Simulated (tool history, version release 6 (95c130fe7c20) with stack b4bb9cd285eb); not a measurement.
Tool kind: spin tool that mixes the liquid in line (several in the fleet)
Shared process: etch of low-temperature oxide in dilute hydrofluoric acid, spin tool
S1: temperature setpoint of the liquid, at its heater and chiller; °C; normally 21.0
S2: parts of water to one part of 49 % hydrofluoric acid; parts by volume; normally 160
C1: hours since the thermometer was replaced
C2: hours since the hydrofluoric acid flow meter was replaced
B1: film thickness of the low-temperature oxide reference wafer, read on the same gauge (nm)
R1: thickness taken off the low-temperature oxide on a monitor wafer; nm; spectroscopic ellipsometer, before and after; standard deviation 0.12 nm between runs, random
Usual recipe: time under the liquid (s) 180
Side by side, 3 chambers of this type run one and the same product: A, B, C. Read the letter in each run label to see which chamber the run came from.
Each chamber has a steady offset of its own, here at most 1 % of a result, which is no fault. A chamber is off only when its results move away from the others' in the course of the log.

{"run": "1A", "day": 0.2, "S1": 21.0, "S2": 160, "time under the liquid (s)": 180, "C1": 360.6, "C2": 578.1, "B1": 49.965, "R1": 24.891}
{"run": "2C", "day": 0.438, "S1": 21.0, "S2": 160, "time under the liquid (s)": 180, "C1": 308.9, "C2": 214.1, "B1": 50.006, "R1": 24.85}
{"run": "3B", "day": 0.725, "S1": 21.0, "S2": 160, "time under the liquid (s)": 180, "C1": 1461.2, "C2": 46.4, "B1": 49.975, "R1": 24.904}
{"run": "4C", "day": 0.942, "S1": 21.0, "S2": 160, "time under the liquid (s)": 180, "C1": 321.0, "C2": 226.2, "B1": 49.968, "R1": 24.912}
{"run": "5B", "day": 1.221, "S1": 21.0, "S2": 160, "time under the liquid (s)": 180, "C1": 1473.1, "C2": 58.3, "B1": 50.009, "R1": 24.778}
{"run": "6A", "day": 1.533, "S1": 21.0, "S2": 160, "time under the liquid (s)": 180, "C1": 392.6, "C2": 610.1, "B1": 50.013, "R1": 24.976}
{"run": "7A", "day": 1.871, "S1": 21.0, "S2": 160, "time under the liquid (s)": 180, "C1": 400.7, "C2": 618.2, "B1": 50.003, "R1": 25.141}
{"run": "8B", "day": 2.079, "S1": 21.0, "S2": 160, "time under the liquid (s)": 180, "C1": 1493.7, "C2": 78.9, "B1": 49.999, "R1": 25.082}
{"run": "9C", "day": 2.433, "S1": 21.0, "S2": 160, "time under the liquid (s)": 180, "C1": 356.8, "C2": 262.0, "B1": 50.008, "R1": 25.125}
{"run": "10C", "day": 2.758, "S1": 21.0, "S2": 160, "time under the liquid (s)": 180, "C1": 364.6, "C2": 269.8, "B1": 49.983, "R1": 24.887}
{"run": "11A", "day": 2.946, "S1": 21.0, "S2": 160, "time under the liquid (s)": 180, "C1": 426.5, "C2": 644.0, "B1": 49.993, "R1": 24.825}
{"run": "12B", "day": 3.296, "S1": 21.0, "S2": 160, "time under the liquid (s)": 180, "C1": 1522.9, "C2": 108.1, "B1": 49.981, "R1": 24.817}
{"run": "13B", "day": 3.475, "S1": 21.0, "S2": 160, "time under the liquid (s)": 180, "C1": 1527.2, "C2": 112.4, "B1": 49.983, "R1": 24.97}
{"run": "14A", "day": 3.783, "S1": 21.0, "S2": 160, "time under the liquid (s)": 180, "C1": 446.6, "C2": 664.1, "B1": 50.019, "R1": 24.906}
{"run": "15C", "day": 4.092, "S1": 21.0, "S2": 160, "time under the liquid (s)": 180, "C1": 396.6, "C2": 301.8, "B1": 49.978, "R1": 24.888}
{"run": "16B", "day": 4.421, "S1": 21.0, "S2": 160, "time under the liquid (s)": 180, "C1": 1549.9, "C2": 135.1, "B1": 50.009, "R1": 25.002}
{"run": "17C", "day": 4.6, "S1": 21.0, "S2": 160, "time under the liquid (s)": 180, "C1": 408.8, "C2": 314.0, "B1": 49.993, "R1": 24.892}
{"run": "18A", "day": 4.9, "S1": 21.0, "S2": 160, "time under the liquid (s)": 180, "C1": 473.4, "C2": 690.9, "B1": 49.999, "R1": 24.517}
{"run": "19A", "day": 5.179, "S1": 21.0, "S2": 160, "time under the liquid (s)": 180, "C1": 480.1, "C2": 697.6, "B1": 49.98, "R1": 24.368}
{"run": "20B", "day": 5.475, "S1": 21.0, "S2": 160, "time under the liquid (s)": 180, "C1": 1575.2, "C2": 160.4, "B1": 50.021, "R1": 24.999}
{"run": "21C", "day": 5.817, "S1": 25.5, "S2": 220, "time under the liquid (s)": 180, "C1": 438.0, "C2": 343.2, "B1": 49.986, "R1": 20.187}
{"run": "22A", "day": 6.146, "S1": 25.5, "S2": 220, "time under the liquid (s)": 180, "C1": 503.3, "C2": 720.8, "B1": 49.994, "R1": 19.473}
{"run": "23B", "day": 6.5, "S1": 25.5, "S2": 220, "time under the liquid (s)": 180, "C1": 1599.8, "C2": 185.0, "B1": 50.003, "R1": 20.093}
{"run": "24C", "day": 6.767, "S1": 21.0, "S2": 160, "time under the liquid (s)": 180, "C1": 460.8, "C2": 366.0, "B1": 50.011, "R1": 24.836}
{"run": "25C", "day": 6.971, "S1": 21.0, "S2": 160, "time under the liquid (s)": 180, "C1": 465.7, "C2": 370.9, "B1": 49.976, "R1": 25.022}
{"run": "26A", "day": 7.183, "S1": 21.0, "S2": 160, "time under the liquid (s)": 180, "C1": 528.2, "C2": 745.7, "B1": 50.007, "R1": 24.213}
{"run": "27B", "day": 7.425, "S1": 21.0, "S2": 160, "time under the liquid (s)": 180, "C1": 1622.0, "C2": 207.2, "B1": 49.991, "R1": 24.67}
{"run": "28B", "day": 7.738, "S1": 21.0, "S2": 160, "time under the liquid (s)": 180, "C1": 1629.5, "C2": 214.7, "B1": 49.978, "R1": 24.811}
{"run": "29C", "day": 8.075, "S1": 21.0, "S2": 160, "time under the liquid (s)": 180, "C1": 492.2, "C2": 397.4, "B1": 50.009, "R1": 25.021}
{"run": "30A", "day": 8.342, "S1": 21.0, "S2": 160, "time under the liquid (s)": 180, "C1": 556.0, "C2": 773.5, "B1": 50.011, "R1": 23.655}
{"run": "31A", "day": 8.608, "S1": 21.0, "S2": 190, "time under the liquid (s)": 180, "C1": 562.4, "C2": 779.9, "B1": 50.022, "R1": 19.126}

Does one chamber stand apart from the rest, does the shared gauge drift, or is all well apart from small per-chamber offsets? Give the chamber and the most likely cause, where there is one.

One chamber, A, drifts off from the rest bit by bit.
Cause: hydrofluoric acid flow below the setpoint (%) = 5.
With only this log, it may be confused with: liquid colder than its thermometer reads (K).

Which of the 4 candidates below, each the usual settings with something changed and its results left as question marks, puts chamber A back in line with what the other chambers give on the usual settings?
Counts as in line when no further than this from what the other chambers average on the usual settings: R1 0.410 nm
{"run": "32A-1", "day": 8.862, "S1": 21.0, "S2": 160, "time under the liquid (s)": 190, "R1": "?"}
{"run": "32A-2", "day": 8.862, "S1": 21.0, "S2": 160, "time under the liquid (s)": 170, "R1": "?"}
{"run": "32A-3", "day": 8.862, "S1": 21.5, "S2": 160, "time under the liquid (s)": 180, "R1": "?"}
{"run": "32A-4", "day": 8.862, "S1": 21.0, "S2": 160, "time under the liquid (s)": 175, "R1": "?"}

The mean the other chambers reach with the usual settings: R1 24.884 nm
run=32A-1 R1=24.871
run=32A-2 R1=22.253
run=32A-3 R1=24.024
run=32A-4 R1=22.908
32A-1 brings the chamber back in line.

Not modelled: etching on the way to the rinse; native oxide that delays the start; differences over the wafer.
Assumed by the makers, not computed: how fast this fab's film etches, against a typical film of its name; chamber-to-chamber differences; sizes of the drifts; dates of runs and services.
